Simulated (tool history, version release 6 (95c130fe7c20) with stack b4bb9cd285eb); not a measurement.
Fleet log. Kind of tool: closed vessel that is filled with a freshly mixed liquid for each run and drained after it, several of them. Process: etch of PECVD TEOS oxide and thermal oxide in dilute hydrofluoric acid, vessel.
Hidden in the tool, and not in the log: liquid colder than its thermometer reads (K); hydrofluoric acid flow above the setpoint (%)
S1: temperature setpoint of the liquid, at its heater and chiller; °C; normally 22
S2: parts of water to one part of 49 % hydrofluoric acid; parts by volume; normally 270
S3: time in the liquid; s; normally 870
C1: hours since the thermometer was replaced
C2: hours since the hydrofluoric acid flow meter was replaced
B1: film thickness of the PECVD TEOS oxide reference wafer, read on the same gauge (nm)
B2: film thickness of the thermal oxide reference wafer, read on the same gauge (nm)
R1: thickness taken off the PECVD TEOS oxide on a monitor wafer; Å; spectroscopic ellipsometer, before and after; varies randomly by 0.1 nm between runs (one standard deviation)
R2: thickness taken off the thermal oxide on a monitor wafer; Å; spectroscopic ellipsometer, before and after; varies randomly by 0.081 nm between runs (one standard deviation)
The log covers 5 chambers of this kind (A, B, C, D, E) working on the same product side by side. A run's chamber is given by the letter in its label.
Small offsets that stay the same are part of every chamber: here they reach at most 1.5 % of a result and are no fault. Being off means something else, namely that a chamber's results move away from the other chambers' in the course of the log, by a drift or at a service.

| run | hour | S1 | S2 | S3 | C1 | C2 | B1 | B2 | R1 | R2 |
|---|---|---|---|---|---|---|---|---|---|---|
| 1A | 7.6 | 22 | 270 | 870 | 762.2 | 35.6 | 120 | 129.99 | 213.67 | 116.86 |
| 2D | 19.8 | 22 | 270 | 870 | 1301.9 | 933.1 | 120 | 129.99 | 214.22 | 117.58 |
| 3E | 29.2 | 22 | 270 | 870 | 262.1 | 51.3 | 120.01 | 130.01 | 212.14 | 117.91 |
| 4C | 36.5 | 22 | 270 | 870 | 1672.7 | 1099.9 | 120.01 | 129.98 | 209.94 | 116.19 |
| 5B | 47.7 | 20.5 | 185 | 870 | 893.3 | 1594.8 | 119.98 | 130.03 | 320.18 | 171.44 |
| 6A | 59.9 | 20.5 | 185 | 870 | 814.5 | 87.9 | 119.98 | 130 | 321.24 | 176.44 |
| 7E | 66.8 | 20.5 | 185 | 870 | 299.7 | 88.9 | 120 | 130.01 | 321.47 | 173.25 |
| 8D | 77.4 | 20.5 | 185 | 870 | 1359.5 | 990.7 | 120 | 129.99 | 323.07 | 178 |
| 9C | 89.5 | 20.5 | 185 | 870 | 1725.7 | 1152.9 | 120.01 | 130 | 319.77 | 175.22 |
| 10B | 95.8 | 22 | 270 | 870 | 941.4 | 1642.9 | 120.02 | 130.01 | 214.6 | 116.7 |
| 11A | 107.1 | 22 | 270 | 870 | 861.7 | 135.1 | 120 | 130.01 | 210.87 | 117.96 |
| 12E | 116.2 | 22 | 330 | 870 | 349.1 | 138.3 | 120.01 | 130.01 | 162.38 | 89.425 |
| 13B | 123.2 | 22 | 330 | 870 | 968.8 | 1670.3 | 119.99 | 129.99 | 166.25 | 90.798 |
| 14D | 130.3 | 22 | 330 | 870 | 1412.4 | 1043.6 | 120.02 | 130.01 | 165 | 89.715 |
| 15C | 136.5 | 22 | 330 | 870 | 1772.7 | 1199.9 | 119.99 | 129.98 | 162.56 | 88.756 |
| 16E | 149.5 | 22 | 330 | 870 | 382.4 | 171.6 | 119.99 | 129.99 | 163.13 | 90.767 |
|  | 155.5 | chamber B: thermometer replaced |
| 17B | 161.6 | 22 | 270 | 870 | 6.1 | 1708.7 | 120 | 129.98 | 215.68 | 115.66 |
| 18A | 172.2 | 22 | 270 | 870 | 926.8 | 200.2 | 119.99 | 130 | 210.93 | 117.96 |
| 19D | 181.7 | 22 | 270 | 870 | 1463.8 | 1095 | 120 | 129.99 | 213.22 | 117.42 |
| 20C | 194.3 | 22 | 270 | 870 | 1830.5 | 1257.7 | 120.01 | 130.02 | 211.89 | 115.41 |
|  | 199 | chamber D: hydrofluoric acid flow meter replaced |
| 21B | 204.4 | 22 | 270 | 870 | 48.9 | 1751.5 | 120 | 129.98 | 216.02 | 114.69 |
| 22D | 213.9 | 22 | 270 | 870 | 1496 | 14.9 | 119.97 | 129.96 | 212.08 | 116.03 |
| 23E | 225 | 22 | 270 | 870 | 457.9 | 247.1 | 120 | 129.99 | 212.25 | 116.33 |
| 24A | 230.8 | 22 | 270 | 870 | 985.4 | 258.8 | 119.99 | 130.02 | 211.44 | 117.53 |
| 25C | 244.1 | 22 | 270 | 870 | 1880.3 | 1307.5 | 120 | 130.03 | 210.54 | 114.44 |
|  | 250.1 | chamber B: hydrofluoric acid flow meter replaced |
|  | 255.1 | chamber C: hydrofluoric acid flow meter replaced |
| 26E | 256.5 | 22 | 270 | 870 | 489.4 | 278.6 | 120 | 130 | 212.09 | 116.6 |
| 27B | 267.5 | 22 | 270 | 870 | 112 | 17.5 | 119.99 | 129.98 | 215.43 | 117.26 |
| 28A | 277.5 | 22 | 320 | 870 | 1032.1 | 305.5 | 120.01 | 129.99 | 170.08 | 94.468 |
| 29D | 288.4 | 22 | 320 | 870 | 1570.5 | 89.4 | 119.99 | 130 | 171.56 | 94.312 |
| 30C | 295.2 | 22 | 320 | 870 | 1931.4 | 40.2 | 119.99 | 130 | 168.6 | 91.467 |
| 31C | 305.9 | 22 | 320 | 870 | 1942.1 | 50.9 | 120 | 130 | 168.04 | 92.907 |
| 32B | 318.2 | 22 | 320 | 870 | 162.7 | 68.2 | 120.02 | 129.99 | 173.93 | 94.233 |
| 33E | 328.4 | 22 | 270 | 870 | 561.3 | 350.5 | 120.02 | 129.99 | 210.67 | 115.64 |
| 34D | 335.7 | 24 | 270 | 1045 | 1617.8 | 136.7 | 119.99 | 129.99 | 274.81 | 151.39 |
| 35A | 341.9 | 24 | 270 | 1045 | 1096.5 | 369.9 | 120 | 129.98 | 276.31 | 151.59 |
| 36D | 348.4 | 24 | 270 | 1045 | 1630.5 | 149.4 | 120.02 | 130 | 277.1 | 152.16 |
| 37E | 354.9 | 24 | 270 | 1045 | 587.8 | 377 | 120.02 | 130.01 | 273.7 | 152.03 |

The same settings go to every chamber for the next run, one line per chamber below. Forecast the results for each:
| 38A | 364.5 | 22 | 270 | 870 |  |  |  |  | ? | ? |
| 38B | 364.5 | 22 | 270 | 870 |  |  |  |  | ? | ? |
| 38C | 364.5 | 22 | 270 | 870 |  |  |  |  | ? | ? |
| 38D | 364.5 | 22 | 270 | 870 |  |  |  |  | ? | ? |
| 38E | 364.5 | 22 | 270 | 870 |  |  |  |  | ? | ? |

| run | R1 | R2 |
|---|---|---|
| 38A | 213.61 | 116.17 |
| 38B | 214.09 | 116.61 |
| 38C | 210.33 | 116.73 |
| 38D | 212.87 | 117.58 |
| 38E | 211.51 | 115.91 |

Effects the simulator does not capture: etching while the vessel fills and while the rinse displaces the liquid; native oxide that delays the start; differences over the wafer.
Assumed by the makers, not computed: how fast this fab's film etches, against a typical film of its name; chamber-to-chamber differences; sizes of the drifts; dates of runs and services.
